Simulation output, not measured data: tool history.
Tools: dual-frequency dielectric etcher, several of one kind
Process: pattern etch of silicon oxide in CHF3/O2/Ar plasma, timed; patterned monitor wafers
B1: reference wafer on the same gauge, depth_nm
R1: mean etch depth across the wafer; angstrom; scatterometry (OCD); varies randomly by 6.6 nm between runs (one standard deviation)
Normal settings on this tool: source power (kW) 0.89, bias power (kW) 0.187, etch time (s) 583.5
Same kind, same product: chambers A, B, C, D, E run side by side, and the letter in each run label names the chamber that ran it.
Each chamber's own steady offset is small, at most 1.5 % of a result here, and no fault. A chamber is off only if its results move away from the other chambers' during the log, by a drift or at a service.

Run 1E, hour 11.9: usual settings; B1 1468.7. Result: R1 13731 angstrom.
At hour 14.6: chamber A: wet clean of the chamber.
Run 2B, hour 23.1: usual settings; B1 1469.8. Result: R1 13447 angstrom.
Run 3C, hour 32.6: usual settings; B1 1469.8. Result: R1 13591 angstrom.
Run 4A, hour 42.1: usual settings; B1 1470.5. Result: R1 13448 angstrom.
Run 5D, hour 48.1: usual settings but source power (kW) 0.77; B1 1470. Result: R1 12802 angstrom.
Run 6C, hour 54.1: usual settings but source power (kW) 0.77; B1 1469.4. Result: R1 12910 angstrom.
Run 7B, hour 65.5: usual settings but source power (kW) 0.77; B1 1469.1. Result: R1 12749 angstrom.
Run 8E, hour 71: usual settings but source power (kW) 0.77; B1 1470. Result: R1 12950 angstrom.
Run 9A, hour 77.5: usual settings but source power (kW) 0.77; B1 1468.8. Result: R1 12676 angstrom.
Run 10D, hour 87.6: usual settings but bias power (kW) 0.225, etch time (s) 527; B1 1468.2. Result: R1 12985 angstrom.
At hour 89.1: chamber E: wet clean of the chamber.
Run 11A, hour 96.4: usual settings but bias power (kW) 0.225, etch time (s) 527; B1 1471.1. Result: R1 12922 angstrom.
Run 12D, hour 107.3: usual settings but bias power (kW) 0.225, etch time (s) 527; B1 1469. Result: R1 12969 angstrom.
Run 13C, hour 114.3: usual settings but bias power (kW) 0.225, etch time (s) 527; B1 1471.1. Result: R1 13001 angstrom.
Run 14E, hour 121.3: usual settings but bias power (kW) 0.225, etch time (s) 527; B1 1468.5. Result: R1 13297 angstrom.
Run 15B, hour 131.5: usual settings but bias power (kW) 0.165; B1 1468.8. Result: R1 13073 angstrom.
At hour 138.9: chamber D: wet clean of the chamber.
Run 16B, hour 142.7: usual settings but bias power (kW) 0.165; B1 1468.9. Result: R1 13035 angstrom.
At hour 142.9: chamber B: wet clean of the chamber.
Run 17E, hour 152: usual settings but bias power (kW) 0.165; B1 1471.8. Result: R1 13214 angstrom.
Run 18C, hour 161.1: usual settings but bias power (kW) 0.165; B1 1469.5. Result: R1 13119 angstrom.
Run 19D, hour 166.8: usual settings but bias power (kW) 0.165; B1 1470.2. Result: R1 12850 angstrom.
Run 20A, hour 175: usual settings; B1 1470.5. Result: R1 13369 angstrom.
Run 21E, hour 182.5: usual settings but source power (kW) 0.79, bias power (kW) 0.17; B1 1470.7. Result: R1 12708 angstrom.
Run 22D, hour 188.2: usual settings but source power (kW) 0.79, bias power (kW) 0.17; B1 1470.2. Result: R1 12487 angstrom.
Run 23C, hour 195.8: usual settings but source power (kW) 0.79, bias power (kW) 0.17; B1 1469.1. Result: R1 12651 angstrom.
Run 24A, hour 205.4: usual settings but source power (kW) 0.79, bias power (kW) 0.17; B1 1469. Result: R1 12571 angstrom.
Run 25B, hour 215.5: usual settings but source power (kW) 0.79, bias power (kW) 0.17; B1 1469. Result: R1 13189 angstrom.
Run 26E, hour 221.9: usual settings; B1 1469. Result: R1 13745 angstrom.
Run 27A, hour 230.7: usual settings; B1 1469.7. Result: R1 13499 angstrom.
Run 28B, hour 238.3: usual settings; B1 1469.8. Result: R1 14113 angstrom.
Run 29C, hour 247.7: usual settings but source power (kW) 0.82; B1 1470.1. Result: R1 13272 angstrom.
Run 30D, hour 254.5: usual settings but source power (kW) 0.82; B1 1471.5. Result: R1 13117 angstrom.
Run 31A, hour 262.1: usual settings but source power (kW) 0.82; B1 1469.4. Result: R1 13111 angstrom.
Run 32B, hour 271.4: usual settings but source power (kW) 0.82; B1 1470.3. Result: R1 13813 angstrom.
Run 33E, hour 277.9: usual settings but source power (kW) 0.82; B1 1469.8. Result: R1 13330 angstrom.

For the next run the whole fleet of 5 chambers uses the same settings. Give each chamber's results:
Run 34A, hour 286.5: usual settings. Result: R1 ?.
Run 34B, hour 286.5: usual settings. Result: R1 ?.
Run 34C, hour 286.5: usual settings. Result: R1 ?.
Run 34D, hour 286.5: usual settings. Result: R1 ?.
Run 34E, hour 286.5: usual settings. Result: R1 ?.

run     R1
34A  13390
34B  14207
34C  13687
34D  13602
34E  13714
